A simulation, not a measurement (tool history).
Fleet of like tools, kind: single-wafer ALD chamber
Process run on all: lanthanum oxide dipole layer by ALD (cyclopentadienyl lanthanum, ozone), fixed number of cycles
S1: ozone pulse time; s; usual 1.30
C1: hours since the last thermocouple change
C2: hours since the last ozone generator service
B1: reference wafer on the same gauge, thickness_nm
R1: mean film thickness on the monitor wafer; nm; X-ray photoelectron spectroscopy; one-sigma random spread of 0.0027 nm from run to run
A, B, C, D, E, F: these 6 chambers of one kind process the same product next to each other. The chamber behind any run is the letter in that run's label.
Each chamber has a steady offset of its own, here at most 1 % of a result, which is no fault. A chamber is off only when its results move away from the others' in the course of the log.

| run | day | S1 | C1 | C2 | B1 | R1 |
|---|---|---|---|---|---|---|
| 1D | 0.454 | 1.30 | 186.0 | 588.3 | 0.52933 | 0.52942 |
| 2B | 0.812 | 1.30 | 1368.8 | 96.5 | 0.52918 | 0.53293 |
| 3E | 1.162 | 1.30 | 1915.3 | 1102.3 | 0.52940 | 0.53988 |
| 4F | 1.412 | 1.30 | 1005.3 | 1299.9 | 0.52838 | 0.54058 |
| 5C | 1.800 | 1.30 | 332.5 | 786.9 | 0.52872 | 0.53694 |
| 6A | 2.067 | 1.30 | 726.9 | 176.0 | 0.52876 | 0.53552 |
| 7F | 2.446 | 1.30 | 1030.1 | 1324.7 | 0.52867 | 0.53505 |
| 8D | 2.958 | 1.30 | 246.1 | 648.4 | 0.52895 | 0.53414 |
| 9C | 3.392 | 1.30 | 370.7 | 825.1 | 0.52899 | 0.53491 |
| 10A | 3.667 | 1.30 | 765.3 | 214.4 | 0.52931 | 0.53673 |
| 11E | 3.992 | 1.30 | 1983.2 | 1170.2 | 0.52857 | 0.53862 |
| 12B | 4.454 | 1.30 | 1456.2 | 183.9 | 0.52863 | 0.53587 |
|  | 4.633 | chamber A: thermocouple changed; heater temperature recalibrated |
| 13E | 4.750 | 1.30 | 2001.4 | 1188.4 | 0.52939 | 0.53804 |
| 14B | 5.192 | 1.30 | 1473.9 | 201.6 | 0.52893 | 0.53446 |
| 15F | 5.567 | 1.30 | 1105.0 | 1399.6 | 0.52813 | 0.53533 |
| 16D | 6.083 | 1.30 | 321.1 | 723.4 | 0.52959 | 0.53471 |
| 17C | 6.454 | 1.30 | 444.2 | 898.6 | 0.52911 | 0.52146 |
| 18A | 6.967 | 1.30 | 56.0 | 293.6 | 0.52826 | 0.53684 |
| 19A | 7.450 | 1.30 | 67.6 | 305.2 | 0.52952 | 0.53312 |
| 20C | 7.833 | 1.30 | 477.3 | 931.7 | 0.52864 | 0.52513 |
| 21B | 8.325 | 1.30 | 1549.1 | 276.8 | 0.52933 | 0.53560 |
|  | 8.646 | chamber E: thermocouple changed; heater temperature recalibrated |
| 22D | 8.696 | 1.30 | 383.8 | 786.1 | 0.52929 | 0.53038 |
| 23E | 8.950 | 1.30 | 7.3 | 1289.2 | 0.52892 | 0.53840 |
| 24F | 9.342 | 1.30 | 1195.6 | 1490.2 | 0.52888 | 0.53548 |
| 25C | 9.850 | 1.30 | 525.7 | 980.1 | 0.52900 | 0.51822 |
| 26D | 10.167 | 1.30 | 419.1 | 821.4 | 0.52920 | 0.53425 |
| 27E | 10.646 | 0.82 | 48.0 | 1329.9 | 0.52909 | 0.46973 |
| 28B | 10.996 | 0.82 | 1613.2 | 340.9 | 0.52917 | 0.46162 |
| 29F | 11.283 | 0.82 | 1242.2 | 1536.8 | 0.52842 | 0.46749 |
| 30A | 11.758 | 0.82 | 171.0 | 408.6 | 0.52876 | 0.46374 |
| 31E | 12.125 | 0.82 | 83.5 | 1365.4 | 0.52974 | 0.47067 |
| 32B | 12.488 | 0.82 | 1649.0 | 376.7 | 0.52951 | 0.46611 |
| 33A | 12.750 | 1.30 | 194.8 | 432.4 | 0.52895 | 0.53810 |
| 34C | 12.992 | 1.30 | 601.1 | 1055.5 | 0.52951 | 0.50464 |
| 35D | 13.358 | 1.30 | 495.7 | 898.0 | 0.52931 | 0.53043 |
| 36F | 13.817 | 1.30 | 1303.0 | 1597.6 | 0.52922 | 0.53485 |
| 37A | 14.192 | 1.30 | 229.4 | 467.0 | 0.52831 | 0.53470 |
| 38F | 14.471 | 1.30 | 1318.7 | 1613.3 | 0.52887 | 0.54107 |

Predict what each chamber gives when all 6 of them run the settings below next.
| 39A | 14.842 | 1.76 |  |  |  | ? |
| 39B | 14.842 | 1.76 |  |  |  | ? |
| 39C | 14.842 | 1.76 |  |  |  | ? |
| 39D | 14.842 | 1.76 |  |  |  | ? |
| 39E | 14.842 | 1.76 |  |  |  | ? |
| 39F | 14.842 | 1.76 |  |  |  | ? |

| run | R1 |
|---|---|
| 39A | 0.56318 |
| 39B | 0.55743 |
| 39C | 0.54425 |
| 39D | 0.55897 |
| 39E | 0.56300 |
| 39F | 0.56343 |

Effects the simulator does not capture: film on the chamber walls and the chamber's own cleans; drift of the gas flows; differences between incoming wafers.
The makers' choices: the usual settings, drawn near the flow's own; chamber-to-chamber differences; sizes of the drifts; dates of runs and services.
